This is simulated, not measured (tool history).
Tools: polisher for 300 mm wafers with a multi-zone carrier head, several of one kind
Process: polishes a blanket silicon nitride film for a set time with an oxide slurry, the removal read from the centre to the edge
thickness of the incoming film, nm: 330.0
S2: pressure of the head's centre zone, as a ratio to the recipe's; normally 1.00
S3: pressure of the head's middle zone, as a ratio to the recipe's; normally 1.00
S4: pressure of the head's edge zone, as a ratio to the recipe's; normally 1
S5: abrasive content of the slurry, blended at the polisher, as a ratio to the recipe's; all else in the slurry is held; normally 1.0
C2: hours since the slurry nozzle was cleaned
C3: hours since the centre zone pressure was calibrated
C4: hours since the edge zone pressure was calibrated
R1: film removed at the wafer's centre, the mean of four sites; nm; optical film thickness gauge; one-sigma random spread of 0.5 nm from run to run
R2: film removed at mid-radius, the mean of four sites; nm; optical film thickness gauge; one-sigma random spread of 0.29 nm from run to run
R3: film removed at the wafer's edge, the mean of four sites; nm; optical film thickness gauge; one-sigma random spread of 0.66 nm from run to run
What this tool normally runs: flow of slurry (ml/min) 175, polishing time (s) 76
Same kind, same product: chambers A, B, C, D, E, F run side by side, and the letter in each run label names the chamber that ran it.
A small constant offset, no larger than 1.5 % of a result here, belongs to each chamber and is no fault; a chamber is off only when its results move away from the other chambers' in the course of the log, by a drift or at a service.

run 1B day=0.167 | flow_of_slurry_(ml/min)=175 S2=1.00 S3=1.00 S4=1 S5=1.0 polishing_time_(s)=76 | wafers_polished_on_this_pad=556 C2=612.5 C3=1069.2 C4=187.6 | R1=47.698 R2=48.163 R3=49.149
-- day=0.204 chamber A: worn pad replaced by a new one
run 2C day=0.288 | flow_of_slurry_(ml/min)=175 S2=1.00 S3=1.00 S4=1 S5=1.0 polishing_time_(s)=76 | wafers_polished_on_this_pad=873 C2=294.8 C3=414.2 C4=948.1 | R1=48.113 R2=47.507 R3=47.011
-- day=0.342 chamber B: worn pad replaced by a new one
run 3D day=0.458 | flow_of_slurry_(ml/min)=175 S2=1.00 S3=1.00 S4=1 S5=1.0 polishing_time_(s)=76 | wafers_polished_on_this_pad=853 C2=220.3 C3=397.7 C4=42.5 | R1=47.564 R2=48.338 R3=47.427
-- day=0.571 chamber C: worn pad replaced by a new one
run 4F day=0.579 | flow_of_slurry_(ml/min)=175 S2=1.00 S3=1.00 S4=1 S5=1.0 polishing_time_(s)=76 | wafers_polished_on_this_pad=591 C2=204.2 C3=323.1 C4=1493.1 | R1=48.331 R2=48.648 R3=47.164
-- day=0.629 chamber F: edge zone pressure recalibrated
run 5E day=0.671 | flow_of_slurry_(ml/min)=175 S2=1.00 S3=1.00 S4=1 S5=1.0 polishing_time_(s)=76 | wafers_polished_on_this_pad=200 C2=31.5 C3=135.4 C4=772.4 | R1=47.806 R2=48.534 R3=49.070
run 6A day=0.833 | flow_of_slurry_(ml/min)=175 S2=1.00 S3=1.00 S4=1 S5=1.0 polishing_time_(s)=76 | wafers_polished_on_this_pad=125 C2=567.7 C3=88.1 C4=24.2 | R1=48.442 R2=48.318 R3=47.834
run 7A day=0.929 | flow_of_slurry_(ml/min)=175 S2=1.00 S3=1.00 S4=1 S5=1.0 polishing_time_(s)=76 | wafers_polished_on_this_pad=144 C2=570.0 C3=90.4 C4=26.5 | R1=48.360 R2=47.931 R3=46.633
run 8C day=1.046 | flow_of_slurry_(ml/min)=175 S2=1.00 S3=1.00 S4=1 S5=1.0 polishing_time_(s)=76 | wafers_polished_on_this_pad=94 C2=313.0 C3=432.4 C4=966.3 | R1=49.036 R2=47.718 R3=48.885
run 9D day=1.200 | flow_of_slurry_(ml/min)=175 S2=1.00 S3=1.00 S4=1 S5=1.0 polishing_time_(s)=76 | wafers_polished_on_this_pad=1000 C2=238.1 C3=415.5 C4=60.3 | R1=47.961 R2=48.364 R3=48.241
-- day=1.229 chamber C: centre zone pressure recalibrated
run 10E day=1.400 | flow_of_slurry_(ml/min)=175 S2=1.00 S3=1.00 S4=1 S5=1.0 polishing_time_(s)=76 | wafers_polished_on_this_pad=345 C2=49.0 C3=152.9 C4=789.9 | R1=48.573 R2=48.504 R3=48.702
run 11F day=1.554 | flow_of_slurry_(ml/min)=175 S2=1.00 S3=1.00 S4=1 S5=1.0 polishing_time_(s)=76 | wafers_polished_on_this_pad=784 C2=227.6 C3=346.5 C4=22.3 | R1=48.341 R2=47.223 R3=48.878
run 12B day=1.746 | flow_of_slurry_(ml/min)=175 S2=1.00 S3=1.00 S4=1 S5=1.0 polishing_time_(s)=76 | wafers_polished_on_this_pad=278 C2=650.4 C3=1107.1 C4=225.5 | R1=48.625 R2=47.503 R3=47.412
run 13C day=1.912 | flow_of_slurry_(ml/min)=175 S2=1.00 S3=1.00 S4=1 S5=1.0 polishing_time_(s)=76 | wafers_polished_on_this_pad=266 C2=333.8 C3=16.4 C4=987.1 | R1=47.983 R2=48.053 R3=48.168
run 14E day=2.046 | flow_of_slurry_(ml/min)=175 S2=1.00 S3=1.00 S4=1 S5=1.0 polishing_time_(s)=76 | wafers_polished_on_this_pad=473 C2=64.5 C3=168.4 C4=805.4 | R1=47.812 R2=48.095 R3=47.763
run 15F day=2.154 | flow_of_slurry_(ml/min)=175 S2=0.94 S3=1.00 S4=1 S5=1.0 polishing_time_(s)=53 | wafers_polished_on_this_pad=903 C2=242.0 C3=360.9 C4=36.7 | R1=30.055 R2=33.349 R3=32.875
run 16A day=2.350 | flow_of_slurry_(ml/min)=175 S2=0.94 S3=1.00 S4=1 S5=1.0 polishing_time_(s)=53 | wafers_polished_on_this_pad=425 C2=604.1 C3=124.5 C4=60.6 | R1=31.235 R2=33.646 R3=33.427
run 17B day=2.483 | flow_of_slurry_(ml/min)=175 S2=0.94 S3=1.00 S4=1 S5=1.0 polishing_time_(s)=53 | wafers_polished_on_this_pad=424 C2=668.1 C3=1124.8 C4=243.2 | R1=30.928 R2=33.401 R3=33.713
run 18D day=2.608 | flow_of_slurry_(ml/min)=175 S2=0.94 S3=1.00 S4=1 S5=1.0 polishing_time_(s)=53 | wafers_polished_on_this_pad=1279 C2=271.9 C3=449.3 C4=94.1 | R1=31.235 R2=33.551 R3=33.903
run 19C day=2.804 | flow_of_slurry_(ml/min)=175 S2=0.94 S3=1.00 S4=1 S5=1.0 polishing_time_(s)=53 | wafers_polished_on_this_pad=443 C2=355.2 C3=37.8 C4=1008.5 | R1=31.242 R2=33.258 R3=34.474
-- day=2.821 chamber F: worn pad replaced by a new one
run 20E day=2.921 | flow_of_slurry_(ml/min)=175 S2=0.94 S3=1.00 S4=1 S5=1.0 polishing_time_(s)=53 | wafers_polished_on_this_pad=647 C2=85.5 C3=189.4 C4=826.4 | R1=31.567 R2=33.584 R3=34.200
run 21A day=3.025 | flow_of_slurry_(ml/min)=175 S2=1.00 S3=1.00 S4=1 S5=1.0 polishing_time_(s)=76 | wafers_polished_on_this_pad=559 C2=620.3 C3=140.7 C4=76.8 | R1=47.303 R2=48.252 R3=47.510
-- day=3.150 chamber B: slurry nozzle cleaned
run 22B day=3.212 | flow_of_slurry_(ml/min)=175 S2=1.00 S3=1.00 S4=1 S5=1.0 polishing_time_(s)=76 | wafers_polished_on_this_pad=569 C2=1.6 C3=1142.3 C4=260.7 | R1=48.024 R2=48.429 R3=48.013
run 23F day=3.354 | flow_of_slurry_(ml/min)=175 S2=1.00 S3=1.00 S4=1 S5=1.0 polishing_time_(s)=76 | wafers_polished_on_this_pad=106 C2=270.8 C3=389.7 C4=65.5 | R1=46.124 R2=45.881 R3=46.229
run 24D day=3.471 | flow_of_slurry_(ml/min)=175 S2=1.00 S3=1.00 S4=1 S5=1.0 polishing_time_(s)=76 | wafers_polished_on_this_pad=1450 C2=292.6 C3=470.0 C4=114.8 | R1=47.266 R2=48.142 R3=48.373
run 25B day=3.562 | flow_of_slurry_(ml/min)=175 S2=1.00 S3=1.00 S4=1 S5=1.0 polishing_time_(s)=76 | wafers_polished_on_this_pad=638 C2=10.0 C3=1150.7 C4=269.1 | R1=48.089 R2=47.639 R3=47.628
-- day=3.629 chamber E: worn pad replaced by a new one
-- day=3.638 chamber B: worn pad replaced by a new one
run 26C day=3.683 | flow_of_slurry_(ml/min)=175 S2=1.00 S3=1.00 S4=1 S5=1.0 polishing_time_(s)=76 | wafers_polished_on_this_pad=618 C2=376.3 C3=58.9 C4=1029.6 | R1=48.349 R2=47.572 R3=47.918
run 27E day=3.800 | flow_of_slurry_(ml/min)=175 S2=1.00 S3=1.00 S4=1 S5=1.0 polishing_time_(s)=76 | wafers_polished_on_this_pad=34 C2=106.6 C3=210.5 C4=847.5 | R1=47.949 R2=47.986 R3=49.150
run 28A day=3.950 | flow_of_slurry_(ml/min)=175 S2=1.00 S3=1.00 S4=1 S5=1.1 polishing_time_(s)=51 | wafers_polished_on_this_pad=743 C2=642.5 C3=162.9 C4=99.0 | R1=33.220 R2=33.484 R3=33.467
-- day=4.088 chamber D: worn pad replaced by a new one
run 29D day=4.108 | flow_of_slurry_(ml/min)=175 S2=1.00 S3=1.00 S4=1 S5=1.1 polishing_time_(s)=51 | wafers_polished_on_this_pad=4 C2=307.9 C3=485.3 C4=130.1 | R1=33.547 R2=33.178 R3=33.563
run 30F day=4.246 | flow_of_slurry_(ml/min)=175 S2=1.00 S3=1.00 S4=1 S5=1.1 polishing_time_(s)=51 | wafers_polished_on_this_pad=283 C2=292.2 C3=411.1 C4=86.9 | R1=31.710 R2=31.983 R3=32.295
run 31C day=4.346 | flow_of_slurry_(ml/min)=175 S2=1.00 S3=1.00 S4=1 S5=1.1 polishing_time_(s)=51 | wafers_polished_on_this_pad=749 C2=392.2 C3=74.8 C4=1045.5 | R1=33.571 R2=33.522 R3=33.370
-- day=4.504 chamber C: worn pad replaced by a new one
run 32D day=4.550 | flow_of_slurry_(ml/min)=175 S2=1.00 S3=1.00 S4=1 S5=1.1 polishing_time_(s)=51 | wafers_polished_on_this_pad=91 C2=318.5 C3=495.9 C4=140.7 | R1=33.754 R2=33.192 R3=33.901
run 33E day=4.658 | flow_of_slurry_(ml/min)=175 S2=1.00 S3=1.00 S4=1 S5=1.1 polishing_time_(s)=51 | wafers_polished_on_this_pad=204 C2=127.2 C3=231.1 C4=868.1 | R1=33.083 R2=33.816 R3=33.473
run 34B day=4.825 | flow_of_slurry_(ml/min)=175 S2=1.00 S3=1.00 S4=1 S5=1.0 polishing_time_(s)=76 | wafers_polished_on_this_pad=236 C2=40.3 C3=1181.0 C4=299.4 | R1=47.697 R2=48.238 R3=48.164
run 35F day=5.012 | flow_of_slurry_(ml/min)=175 S2=1.00 S3=1.00 S4=1 S5=1.0 polishing_time_(s)=76 | wafers_polished_on_this_pad=435 C2=310.6 C3=429.5 C4=105.3 | R1=43.942 R2=45.176 R3=45.643
-- day=5.021 chamber A: worn pad replaced by a new one
run 36A day=5.208 | flow_of_slurry_(ml/min)=175 S2=1.00 S3=1.00 S4=1 S5=1.0 polishing_time_(s)=76 | wafers_polished_on_this_pad=37 C2=672.7 C3=193.1 C4=129.2 | R1=47.671 R2=48.067 R3=48.863
run 37C day=5.317 | flow_of_slurry_(ml/min)=175 S2=1.00 S3=1.00 S4=1 S5=1.0 polishing_time_(s)=76 | wafers_polished_on_this_pad=161 C2=415.5 C3=98.1 C4=1068.8 | R1=48.231 R2=47.877 R3=48.357
run 38B day=5.458 | flow_of_slurry_(ml/min)=175 S2=1.00 S3=1.00 S4=1 S5=1.0 polishing_time_(s)=76 | wafers_polished_on_this_pad=361 C2=55.5 C3=1196.2 C4=314.6 | R1=48.038 R2=47.865 R3=48.205
run 39A day=5.575 | flow_of_slurry_(ml/min)=175 S2=1.00 S3=1.00 S4=1 S5=1.0 polishing_time_(s)=76 | wafers_polished_on_this_pad=109 C2=681.5 C3=201.9 C4=138.0 | R1=47.508 R2=47.651 R3=47.936
run 40E day=5.700 | flow_of_slurry_(ml/min)=175 S2=1.00 S3=1.00 S4=1 S5=1.0 polishing_time_(s)=76 | wafers_polished_on_this_pad=411 C2=152.2 C3=256.1 C4=893.1 | R1=47.148 R2=48.161 R3=47.719

Is one chamber out of step, is the gauge drifting, or do the chambers differ by no more than their own small offsets? For an off chamber, give its letter and the likeliest cause.

Chamber F drifts away from the others.
Cause: slurry flow missing at the pad, % = 33.8.

Here are 4 candidates for chamber F's next run, each the usual settings with a change, their results left as question marks. Which one brings its results back in line with what the others give on the usual settings?
Maximum distance from the other chambers' mean on the usual settings for a result to count as in line: R1 1.700 nm; R2 1.000 nm; R3 2.300 nm
run 41F-1 day=5.850 | flow_of_slurry_(ml/min)=175 S2=1.00 S3=1.01 S4=1.00 S5=1.0 polishing_time_(s)=79 | R1=? R2=? R3=?
run 41F-2 day=5.850 | flow_of_slurry_(ml/min)=170 S2=0.99 S3=1.00 S4=1.00 S5=1.0 polishing_time_(s)=71 | R1=? R2=? R3=?
run 41F-3 day=5.850 | flow_of_slurry_(ml/min)=170 S2=0.99 S3=1.00 S4=1.00 S5=1.0 polishing_time_(s)=73 | R1=? R2=? R3=?
run 41F-4 day=5.850 | flow_of_slurry_(ml/min)=180 S2=1.02 S3=1.01 S4=0.99 S5=1.0 polishing_time_(s)=81 | R1=? R2=? R3=?

Usual-settings mean across the other chambers: R1 47.948 nm; R2 47.949 nm; R3 47.997 nm
run=41F-1 R1=45.476 R2=46.613 R3=46.430
run=41F-2 R1=40.091 R2=41.211 R3=41.526
run=41F-3 R1=41.220 R2=42.372 R3=42.696
run=41F-4 R1=48.015 R2=48.115 R3=47.585
Change 41F-4 lands the chamber within the allowed miss of the other chambers.
